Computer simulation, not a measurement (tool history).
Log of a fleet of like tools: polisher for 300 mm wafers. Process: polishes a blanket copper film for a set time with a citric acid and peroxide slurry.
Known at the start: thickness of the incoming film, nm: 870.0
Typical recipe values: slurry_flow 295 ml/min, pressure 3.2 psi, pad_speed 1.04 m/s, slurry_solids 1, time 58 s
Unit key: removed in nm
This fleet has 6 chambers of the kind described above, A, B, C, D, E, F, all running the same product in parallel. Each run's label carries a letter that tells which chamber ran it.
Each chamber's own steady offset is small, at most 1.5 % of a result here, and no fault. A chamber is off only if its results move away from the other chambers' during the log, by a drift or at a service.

run,day,slurry_flow,pressure,pad_speed,slurry_solids,time,wafers polished on this pad,hours since the slurry nozzle was cleaned,hours since the head pressure was calibrated,hours since the slurry blender was calibrated,removed
1B,0.196,295,3.2,1.04,1,58,561,196.8,1388.6,121.4,140.98
# day 0.338: chamber C: worn pad replaced by a new one
2E,0.479,295,3.2,1.04,1,58,650,225.3,915.8,124,139.37
# day 0.704: chamber B: worn pad replaced by a new one
3F,0.733,295,3.2,1.04,1,58,362,400.1,965.4,61.1,137.84
# day 0.846: chamber A: slurry nozzle cleaned
4D,0.904,295,3.2,1.04,1,58,262,226.4,108.6,298.3,138.12
# day 1.196: chamber C: slurry nozzle cleaned
5A,1.196,295,3.2,0.82,1.3,58,419,8.5,396.7,163.8,118.1
6C,1.408,295,3.2,0.82,1.3,58,275,5.2,68.9,243.9,118.64
# day 1.538: chamber E: worn pad replaced by a new one
# day 1.558: chamber F: worn pad replaced by a new one
7F,1.596,295,3.2,0.82,1.3,58,10,420.8,986.1,81.8,116.95
8A,1.783,295,3.2,0.82,1.3,58,570,22.6,410.8,177.9,116.47
9B,2.058,295,3.2,0.82,1.3,58,348,241.5,1433.3,166.1,117.09
10D,2.412,295,3.2,0.82,1.3,58,649,262.6,144.8,334.5,116.59
# day 2.592: chamber E: slurry blender recalibrated
11E,2.708,295,3.2,1.04,1,58,300,278.8,969.3,2.8,138.43
12C,3.029,295,3.2,1.04,1,58,691,44.1,107.8,282.8,142.17
# day 3.188: chamber A: worn pad replaced by a new one
13E,3.279,295,3.2,1.04,1,58,447,292.5,983,16.5,140.85
# day 3.504: chamber B: worn pad replaced by a new one
14C,3.604,295,3.2,1.04,1,58,839,57.9,121.6,296.6,142.07
# day 3.642: chamber D: worn pad replaced by a new one
# day 3.912: chamber F: worn pad replaced by a new one
15F,3.962,295,3.2,1.04,1,58,13,477.6,1042.9,138.6,139.1
16D,4.221,295,3.2,1.04,1,58,148,306,188.2,377.9,138.74
# day 4.388: chamber A: head pressure recalibrated
17A,4.496,295,3.2,1.04,1,58,336,87.7,2.7,243,138.06
# day 4.554: chamber B: head pressure recalibrated
18B,4.708,295,3.2,1.04,1,58,310,305.1,3.8,229.7,137.27
19C,5,295,3.2,1.04,1,58,1197,91.4,155.1,330.1,140.86
# day 5.021: chamber C: worn pad replaced by a new one
# day 5.033: chamber D: slurry blender recalibrated
# day 5.121: chamber B: slurry nozzle cleaned
20E,5.346,295,3.2,1.04,1,58,978,342.1,1032.6,66.1,139.2
21B,5.696,385,3.2,0.84,1,58,563,13.9,27.5,253.4,116.9
# day 5.733: chamber E: worn pad replaced by a new one
22A,5.888,385,3.2,0.84,1,58,693,121.1,36.1,276.4,115.96
# day 5.962: chamber A: slurry blender recalibrated
# day 5.992: chamber B: worn pad replaced by a new one
# day 6.033: chamber A: worn pad replaced by a new one
23F,6.171,385,3.2,0.84,1,58,580,530.6,1095.9,191.6,115.77
# day 6.229: chamber B: slurry blender recalibrated
# day 6.3: chamber F: worn pad replaced by a new one
24D,6.388,385,3.2,0.84,1,58,705,358,240.2,32.6,115.81
25A,6.629,385,3.2,0.84,1,58,153,138.9,53.9,16,114.3
# day 6.712: chamber C: slurry blender recalibrated
# day 6.788: chamber F: head pressure recalibrated
26F,6.846,385,3.2,0.84,1,58,140,546.8,1.4,207.8,116.41
27B,7.188,295,3.2,1.04,1,58,307,49.7,63.3,23.1,141.94
28C,7.354,295,3.2,1.04,1,58,599,147.9,211.6,15.4,141.3
29E,7.558,295,3.2,1.04,1,58,468,395.2,1085.7,119.2,137.47
30D,7.883,295,3.2,1.04,1,58,1089,393.9,276.1,68.5,138.04
31D,8.092,295,3.2,1.04,1,58,1142,398.9,281.1,73.5,138.93
# day 8.104: chamber F: worn pad replaced by a new one
# day 8.25: chamber D: worn pad replaced by a new one
32B,8.383,295,3.2,1.04,1,58,614,78.4,92,51.8,139.72
33C,8.554,295,3.2,1.04,1,58,907,176.7,240.4,44.2,142.73
# day 8.75: chamber B: worn pad replaced by a new one
34F,8.846,295,3.2,1.04,1,58,190,594.8,49.4,255.8,140.18
35A,9.021,295,3.2,1.04,1,58,767,196.3,111.3,73.4,141.58
# day 9.25: chamber C: worn pad replaced by a new one
36E,9.3,295,3.2,1.04,1,58,915,437,1127.5,161,140.6
37D,9.471,295,3.2,1.04,1,58,314,432,314.2,106.6,139.37
# day 9.488: chamber A: worn pad replaced by a new one
38B,9.629,295,3.2,1.04,0.9,41,226,108.3,121.9,81.7,98.83
39F,9.833,295,3.2,1.04,0.9,41,444,618.5,73.1,279.5,96.116
40A,10.162,295,3.2,1.04,0.9,41,174,223.7,138.7,100.8,97.758
41C,10.429,295,3.2,1.04,0.9,41,303,221.7,285.4,89.2,98.242

Which is it: a chamber that has drifted or been left off by a service, a gauge drift common to all chambers, or only each chamber's usual small offset? If a chamber is off, name it and its likeliest cause.

Nothing is wrong: each chamber keeps only its own small, steady offset and the gauge holds still.
